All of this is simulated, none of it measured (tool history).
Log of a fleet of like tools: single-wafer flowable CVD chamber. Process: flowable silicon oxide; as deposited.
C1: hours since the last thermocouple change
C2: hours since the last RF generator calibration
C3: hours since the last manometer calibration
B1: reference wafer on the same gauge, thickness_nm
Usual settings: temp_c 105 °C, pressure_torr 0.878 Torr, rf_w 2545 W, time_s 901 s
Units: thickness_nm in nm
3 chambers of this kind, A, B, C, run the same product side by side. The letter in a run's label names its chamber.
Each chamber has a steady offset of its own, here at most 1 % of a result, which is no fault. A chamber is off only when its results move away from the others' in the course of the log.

Run 1A, hour 6.9: usual settings; C1 106.7; C2 1177.3; C3 525.9; B1 530.82. Result: thickness_nm 546.53 nm.
Run 2C, hour 11.2: usual settings; C1 973.2; C2 675.9; C3 915; B1 529.78. Result: thickness_nm 549.19 nm.
Run 3B, hour 14.6: usual settings; C1 242.7; C2 886.9; C3 1598.5; B1 530.24. Result: thickness_nm 535.46 nm.
Run 4A, hour 21.8: usual settings; C1 121.6; C2 1192.2; C3 540.8; B1 530.3. Result: thickness_nm 544.68 nm.
Run 5B, hour 28.6: usual settings; C1 256.7; C2 900.9; C3 1612.5; B1 529.84. Result: thickness_nm 537.62 nm.
Run 6C, hour 35.8: usual settings but pressure_torr 0.964 Torr, time_s 981 s; C1 997.8; C2 700.5; C3 939.6; B1 529.78. Result: thickness_nm 664.41 nm.
Run 7A, hour 43.3: usual settings but pressure_torr 0.964 Torr, time_s 981 s; C1 143.1; C2 1213.7; C3 562.3; B1 530.42. Result: thickness_nm 665.49 nm.
Run 8B, hour 49.2: usual settings but pressure_torr 0.964 Torr, time_s 981 s; C1 277.3; C2 921.5; C3 1633.1; B1 529.61. Result: thickness_nm 659.92 nm.
Run 9C, hour 55.5: usual settings; C1 1017.5; C2 720.2; C3 959.3; B1 529.88. Result: thickness_nm 544.04 nm.
Run 10A, hour 59.5: usual settings; C1 159.3; C2 1229.9; C3 578.5; B1 530.25. Result: thickness_nm 543.94 nm.
Run 11B, hour 64.6: usual settings; C1 292.7; C2 936.9; C3 1648.5; B1 529.79. Result: thickness_nm 536.18 nm.
Run 12C, hour 71.2: usual settings but pressure_torr 0.95 Torr, time_s 776 s; C1 1033.2; C2 735.9; C3 975; B1 529.45. Result: thickness_nm 517.91 nm.
Run 13A, hour 76.5: usual settings but pressure_torr 0.95 Torr, time_s 776 s; C1 176.3; C2 1246.9; C3 595.5; B1 530.54. Result: thickness_nm 521.13 nm.
Run 14C, hour 82.3: usual settings but pressure_torr 0.95 Torr, time_s 776 s; C1 1044.3; C2 747; C3 986.1; B1 529.81. Result: thickness_nm 515.95 nm.
Run 15B, hour 85.9: usual settings; C1 314; C2 958.2; C3 1669.8; B1 530.05. Result: thickness_nm 536.41 nm.
Run 16B, hour 90.4: usual settings; C1 318.5; C2 962.7; C3 1674.3; B1 530.43. Result: thickness_nm 541.73 nm.
Run 17A, hour 93.8: usual settings but pressure_torr 0.759 Torr, rf_w 2065 W; C1 193.6; C2 1264.2; C3 612.8; B1 529.84. Result: thickness_nm 434.21 nm.
Run 18C, hour 97.8: usual settings but pressure_torr 0.759 Torr, rf_w 2065 W; C1 1059.8; C2 762.5; C3 1001.6; B1 530.03. Result: thickness_nm 434.36 nm.
Run 19B, hour 101.1: usual settings but pressure_torr 0.759 Torr, rf_w 2065 W; C1 329.2; C2 973.4; C3 1685; B1 530.1. Result: thickness_nm 432.38 nm.
Run 20C, hour 106.2: usual settings; C1 1068.2; C2 770.9; C3 1010; B1 529.99. Result: thickness_nm 548.71 nm.
Run 21A, hour 112.1: usual settings; C1 211.9; C2 1282.5; C3 631.1; B1 530.72. Result: thickness_nm 545.34 nm.
Run 22A, hour 117.8: usual settings but pressure_torr 0.778 Torr; C1 217.6; C2 1288.2; C3 636.8; B1 530.4. Result: thickness_nm 464.51 nm.
Run 23C, hour 123.8: usual settings but pressure_torr 0.778 Torr; C1 1085.8; C2 788.5; C3 1027.6; B1 529.86. Result: thickness_nm 462.13 nm.
Run 24B, hour 128.6: usual settings but pressure_torr 0.778 Torr; C1 356.7; C2 1000.9; C3 1712.5; B1 530.08. Result: thickness_nm 464.75 nm.
Run 25A, hour 132.9: usual settings; C1 232.7; C2 1303.3; C3 651.9; B1 529.98. Result: thickness_nm 548.78 nm.
Run 26C, hour 137.4: usual settings; C1 1099.4; C2 802.1; C3 1041.2; B1 530.11. Result: thickness_nm 534.64 nm.
Run 27B, hour 143: usual settings; C1 371.1; C2 1015.3; C3 1726.9; B1 529.62. Result: thickness_nm 544.77 nm.
Run 28A, hour 147.9: usual settings; C1 247.7; C2 1318.3; C3 666.9; B1 530.21. Result: thickness_nm 548.58 nm.
Run 29C, hour 153.6: usual settings; C1 1115.6; C2 818.3; C3 1057.4; B1 529.52. Result: thickness_nm 531.96 nm.
Run 30B, hour 160: usual settings; C1 388.1; C2 1032.3; C3 1743.9; B1 530. Result: thickness_nm 538.26 nm.
Run 31C, hour 164.8: usual settings; C1 1126.8; C2 829.5; C3 1068.6; B1 530.36. Result: thickness_nm 529.71 nm.
Run 32A, hour 170.6: usual settings; C1 270.4; C2 1341; C3 689.6; B1 529.72. Result: thickness_nm 548.68 nm.
Run 33B, hour 174.4: usual settings; C1 402.5; C2 1046.7; C3 1758.3; B1 530.33. Result: thickness_nm 538.85 nm.
Run 34C, hour 181: usual settings; C1 1143; C2 845.7; C3 1084.8; B1 530.21. Result: thickness_nm 525.7 nm.
Run 35A, hour 185.8: usual settings; C1 285.6; C2 1356.2; C3 704.8; B1 529.4. Result: thickness_nm 541.92 nm.
At hour 187.8: chamber B: RF generator calibrated.
Run 36B, hour 189.3: usual settings; C1 417.4; C2 1.6; C3 1773.2; B1 530.8. Result: thickness_nm 537.81 nm.
Run 37C, hour 196: usual settings; C1 1158; C2 860.7; C3 1099.8; B1 530.31. Result: thickness_nm 521.02 nm.
Run 38B, hour 203.3: usual settings; C1 431.4; C2 15.6; C3 1787.2; B1 530.29. Result: thickness_nm 539.74 nm.
Run 39A, hour 208.4: usual settings but temp_c 116 °C, pressure_torr 0.704 Torr; C1 308.2; C2 1378.8; C3 727.4; B1 530.18. Result: thickness_nm 282.15 nm.
Run 40C, hour 213.9: usual settings but temp_c 116 °C, pressure_torr 0.704 Torr; C1 1175.9; C2 878.6; C3 1117.7; B1 530.27. Result: thickness_nm 273.95 nm.

Next, every chamber runs the same settings. What will each give?
Run 41A, hour 219.2: usual settings. Result: thickness_nm ?.
Run 41B, hour 219.2: usual settings. Result: thickness_nm ?.
Run 41C, hour 219.2: usual settings. Result: thickness_nm ?.

run  thickness_nm
41A        545.15
41B        544.37
41C        518.08
